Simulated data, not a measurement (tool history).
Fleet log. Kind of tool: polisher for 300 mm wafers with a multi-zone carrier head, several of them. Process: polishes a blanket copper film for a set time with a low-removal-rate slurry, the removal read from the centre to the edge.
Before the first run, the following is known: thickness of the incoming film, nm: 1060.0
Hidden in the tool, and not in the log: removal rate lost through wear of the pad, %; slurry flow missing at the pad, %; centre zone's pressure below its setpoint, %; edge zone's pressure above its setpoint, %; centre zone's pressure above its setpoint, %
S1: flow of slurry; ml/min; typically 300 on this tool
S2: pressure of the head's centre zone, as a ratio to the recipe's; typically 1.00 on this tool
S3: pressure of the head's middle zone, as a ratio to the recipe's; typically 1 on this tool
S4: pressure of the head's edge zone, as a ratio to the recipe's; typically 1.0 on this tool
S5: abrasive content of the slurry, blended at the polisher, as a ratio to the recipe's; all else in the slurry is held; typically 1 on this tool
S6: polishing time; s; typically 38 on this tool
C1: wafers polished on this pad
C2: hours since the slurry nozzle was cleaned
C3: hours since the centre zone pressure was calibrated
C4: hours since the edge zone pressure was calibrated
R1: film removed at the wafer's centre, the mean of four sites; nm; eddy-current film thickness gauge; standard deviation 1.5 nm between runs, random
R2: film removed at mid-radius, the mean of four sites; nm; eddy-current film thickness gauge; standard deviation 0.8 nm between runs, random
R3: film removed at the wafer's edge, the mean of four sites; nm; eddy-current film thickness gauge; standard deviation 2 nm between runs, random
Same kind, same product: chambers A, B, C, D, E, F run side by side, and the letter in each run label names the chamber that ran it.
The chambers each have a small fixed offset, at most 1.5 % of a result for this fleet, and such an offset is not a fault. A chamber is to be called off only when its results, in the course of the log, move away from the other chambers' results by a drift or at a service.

run 1D hour=3.8 | S1=300 S2=1.00 S3=1 S4=1.0 S5=1 S6=38 | C1=280 C2=293.1 C3=405.1 C4=254.3 | R1=134.73 R2=133.60 R3=131.60
run 2A hour=6.5 | S1=300 S2=1.00 S3=1 S4=1.0 S5=1 S6=38 | C1=767 C2=53.1 C3=599.8 C4=356.2 | R1=130.02 R2=134.42 R3=133.31
-- hour=9.0 chamber C: worn pad replaced by a new one
run 3C hour=9.6 | S1=300 S2=1.00 S3=1 S4=1.0 S5=1 S6=38 | C1=11 C2=195.2 C3=1009.4 C4=147.6 | R1=134.79 R2=131.93 R3=133.42
-- hour=13.3 chamber A: worn pad replaced by a new one
run 4B hour=13.8 | S1=300 S2=1.00 S3=1 S4=1.0 S5=1 S6=38 | C1=414 C2=505.1 C3=99.0 C4=211.8 | R1=136.40 R2=132.28 R3=136.32
-- hour=16.9 chamber D: slurry nozzle cleaned
run 5F hour=18.2 | S1=300 S2=1.00 S3=1 S4=1.0 S5=1 S6=38 | C1=308 C2=581.9 C3=1051.7 C4=264.4 | R1=134.16 R2=133.78 R3=131.52
-- hour=19.2 chamber B: worn pad replaced by a new one
run 6E hour=21.8 | S1=345 S2=1.00 S3=1 S4=0.9 S5=1 S6=38 | C1=422 C2=572.8 C3=92.5 C4=324.8 | R1=135.25 R2=136.14 R3=124.67
run 7D hour=25.7 | S1=345 S2=1.00 S3=1 S4=0.9 S5=1 S6=38 | C1=641 C2=8.9 C3=427.0 C4=276.2 | R1=134.95 R2=133.76 R3=127.05
run 8E hour=30.0 | S1=345 S2=1.00 S3=1 S4=0.9 S5=1 S6=38 | C1=557 C2=581.0 C3=100.7 C4=333.0 | R1=132.66 R2=135.51 R3=130.61
run 9F hour=34.2 | S1=345 S2=1.00 S3=1 S4=0.9 S5=1 S6=38 | C1=571 C2=597.9 C3=1067.7 C4=280.4 | R1=135.36 R2=132.38 R3=125.31
run 10B hour=36.9 | S1=345 S2=1.00 S3=1 S4=0.9 S5=1 S6=38 | C1=292 C2=528.2 C3=122.1 C4=234.9 | R1=135.56 R2=133.87 R3=127.52
-- hour=38.1 chamber F: worn pad replaced by a new one
run 11A hour=39.5 | S1=345 S2=1.00 S3=1 S4=0.9 S5=1 S6=38 | C1=433 C2=86.1 C3=632.8 C4=389.2 | R1=135.47 R2=135.48 R3=125.65
-- hour=41.8 chamber C: worn pad replaced by a new one
run 12C hour=43.9 | S1=300 S2=1.00 S3=1 S4=1.0 S5=1 S6=38 | C1=35 C2=229.5 C3=1043.7 C4=181.9 | R1=129.48 R2=131.83 R3=135.50
run 13B hour=46.9 | S1=300 S2=0.94 S3=1 S4=1.0 S5=1 S6=38 | C1=457 C2=538.2 C3=132.1 C4=244.9 | R1=125.83 R2=132.10 R3=137.38
run 14E hour=49.5 | S1=300 S2=0.94 S3=1 S4=1.0 S5=1 S6=38 | C1=879 C2=600.5 C3=120.2 C4=352.5 | R1=123.89 R2=134.44 R3=132.99
-- hour=52.3 chamber B: worn pad replaced by a new one
run 15C hour=53.6 | S1=300 S2=0.94 S3=1 S4=1.0 S5=1 S6=38 | C1=194 C2=239.2 C3=1053.4 C4=191.6 | R1=124.13 R2=132.74 R3=130.90
run 16F hour=57.9 | S1=300 S2=0.94 S3=1 S4=1.0 S5=1 S6=38 | C1=326 C2=621.6 C3=1091.4 C4=304.1 | R1=122.41 R2=132.69 R3=130.70
run 17A hour=61.1 | S1=300 S2=0.94 S3=1 S4=1.0 S5=1 S6=38 | C1=789 C2=107.7 C3=654.4 C4=410.8 | R1=124.30 R2=135.05 R3=135.41
run 18D hour=63.4 | S1=300 S2=0.94 S3=1 S4=1.0 S5=1 S6=38 | C1=1263 C2=46.6 C3=464.7 C4=313.9 | R1=128.14 R2=132.22 R3=133.10
-- hour=63.8 chamber A: worn pad replaced by a new one
-- hour=65.6 chamber E: worn pad replaced by a new one
run 19E hour=67.6 | S1=300 S2=1.00 S3=1 S4=1.0 S5=1 S6=38 | C1=33 C2=618.6 C3=138.3 C4=370.6 | R1=133.22 R2=133.55 R3=136.04
-- hour=68.5 chamber F: slurry nozzle cleaned
-- hour=69.0 chamber F: edge zone pressure recalibrated
run 20B hour=69.7 | S1=300 S2=1.00 S3=1 S4=1.0 S5=1 S6=38 | C1=288 C2=561.0 C3=154.9 C4=267.7 | R1=135.15 R2=133.10 R3=138.68
-- hour=71.2 chamber D: worn pad replaced by a new one
run 21D hour=71.8 | S1=300 S2=1.00 S3=1 S4=1.0 S5=1 S6=38 | C1=11 C2=55.0 C3=473.1 C4=322.3 | R1=131.44 R2=132.27 R3=131.06
run 22A hour=74.0 | S1=300 S2=1.00 S3=1 S4=1.1 S5=1 S6=38 | C1=168 C2=120.6 C3=667.3 C4=423.7 | R1=133.18 R2=135.31 R3=138.77
-- hour=75.0 chamber C: worn pad replaced by a new one
run 23C hour=76.4 | S1=300 S2=1.00 S3=1 S4=1.1 S5=1 S6=38 | C1=23 C2=262.0 C3=1076.2 C4=214.4 | R1=132.06 R2=132.47 R3=141.71
-- hour=76.5 chamber F: worn pad replaced by a new one
run 24F hour=80.8 | S1=300 S2=1.00 S3=1 S4=1.1 S5=1 S6=38 | C1=71 C2=12.4 C3=1114.3 C4=11.9 | R1=135.74 R2=132.33 R3=138.61
run 25B hour=84.7 | S1=300 S2=1.00 S3=1 S4=1.1 S5=1 S6=38 | C1=535 C2=576.0 C3=169.9 C4=282.7 | R1=137.20 R2=131.13 R3=143.67
-- hour=85.3 chamber B: worn pad replaced by a new one
-- hour=87.0 chamber D: centre zone pressure recalibrated
run 26A hour=88.6 | S1=300 S2=1.00 S3=1 S4=1.1 S5=1 S6=38 | C1=409 C2=135.2 C3=681.9 C4=438.3 | R1=133.78 R2=132.91 R3=141.58
run 27D hour=92.4 | S1=300 S2=1.00 S3=1 S4=1.1 S5=1 S6=38 | C1=351 C2=75.6 C3=5.5 C4=342.9 | R1=116.73 R2=132.59 R3=139.63
run 28F hour=95.2 | S1=300 S2=1.00 S3=1 S4=1.0 S5=1 S6=38 | C1=308 C2=26.8 C3=1128.7 C4=26.3 | R1=133.67 R2=132.40 R3=130.61
run 29E hour=99.1 | S1=300 S2=1.00 S3=1 S4=1.0 S5=1 S6=38 | C1=552 C2=650.1 C3=169.8 C4=402.1 | R1=135.09 R2=134.39 R3=132.89
run 30C hour=102.4 | S1=300 S2=1.00 S3=1 S4=1.0 S5=1 S6=38 | C1=452 C2=288.0 C3=1102.2 C4=240.4 | R1=133.50 R2=133.07 R3=131.83
run 31B hour=104.9 | S1=300 S2=1.00 S3=1 S4=1.0 S5=1 S6=38 | C1=324 C2=596.2 C3=190.1 C4=302.9 | R1=138.98 R2=132.30 R3=134.28
-- hour=109.0 chamber A: worn pad replaced by a new one
run 32A hour=109.0 | S1=300 S2=1.00 S3=1 S4=1.0 S5=1 S6=38 | C1=0 C2=155.6 C3=702.3 C4=458.7 | R1=136.58 R2=133.19 R3=132.52
-- hour=110.0 chamber F: worn pad replaced by a new one
run 33E hour=113.3 | S1=300 S2=1.00 S3=1 S4=1.0 S5=1 S6=38 | C1=787 C2=664.3 C3=184.0 C4=416.3 | R1=132.03 R2=135.23 R3=137.97
-- hour=113.6 chamber C: worn pad replaced by a new one
run 34C hour=117.5 | S1=300 S2=1.00 S3=1 S4=1.0 S5=1 S6=38 | C1=64 C2=303.1 C3=1117.3 C4=255.5 | R1=132.25 R2=131.18 R3=135.40
-- hour=118.7 chamber B: worn pad replaced by a new one
run 35D hour=122.1 | S1=300 S2=1.00 S3=1 S4=1.0 S5=1 S6=38 | C1=840 C2=105.3 C3=35.2 C4=372.6 | R1=116.65 R2=132.46 R3=132.00
-- hour=125.7 chamber F: centre zone pressure recalibrated
run 36F hour=125.8 | S1=300 S2=1.00 S3=1 S4=1.0 S5=1 S6=38 | C1=260 C2=57.4 C3=0.2 C4=56.9 | R1=133.69 R2=133.07 R3=131.30
run 37D hour=127.8 | S1=300 S2=1.00 S3=1 S4=1.0 S5=1 S6=38 | C1=934 C2=111.0 C3=40.9 C4=378.3 | R1=115.13 R2=133.06 R3=136.99
run 38A hour=132.3 | S1=300 S2=1.00 S3=1 S4=1.0 S5=1 S6=38 | C1=384 C2=178.9 C3=725.6 C4=482.0 | R1=132.64 R2=133.63 R3=134.81
run 39F hour=135.5 | S1=300 S2=1.00 S3=1 S4=1.0 S5=1 S6=38 | C1=420 C2=67.1 C3=9.9 C4=66.6 | R1=133.92 R2=132.61 R3=130.52
run 40E hour=139.0 | S1=300 S2=1.00 S3=1 S4=1.0 S5=1 S6=38 | C1=1210 C2=690.0 C3=209.7 C4=442.0 | R1=130.62 R2=133.54 R3=133.69
run 41B hour=143.2 | S1=300 S2=1.00 S3=1 S4=1.0 S5=1 S6=38 | C1=405 C2=634.5 C3=228.4 C4=341.2 | R1=135.16 R2=131.94 R3=135.18

For the next run the whole fleet of 6 chambers uses the same settings. Give each chamber's results:
run 42A hour=146.5 | S1=300 S2=1.00 S3=1 S4=1.0 S5=1 S6=38 | R1=? R2=? R3=?
run 42B hour=146.5 | S1=300 S2=1.00 S3=1 S4=1.0 S5=1 S6=38 | R1=? R2=? R3=?
run 42C hour=146.5 | S1=300 S2=1.00 S3=1 S4=1.0 S5=1 S6=38 | R1=? R2=? R3=?
run 42D hour=146.5 | S1=300 S2=1.00 S3=1 S4=1.0 S5=1 S6=38 | R1=? R2=? R3=?
run 42E hour=146.5 | S1=300 S2=1.00 S3=1 S4=1.0 S5=1 S6=38 | R1=? R2=? R3=?
run 42F hour=146.5 | S1=300 S2=1.00 S3=1 S4=1.0 S5=1 S6=38 | R1=? R2=? R3=?

run=42A R1=138.29 R2=133.26 R3=136.95
run=42B R1=134.67 R2=132.00 R3=139.08
run=42C R1=135.21 R2=132.70 R3=131.41
run=42D R1=116.75 R2=133.25 R3=133.25
run=42E R1=131.63 R2=133.96 R3=131.66
run=42F R1=133.30 R2=132.24 R3=137.47
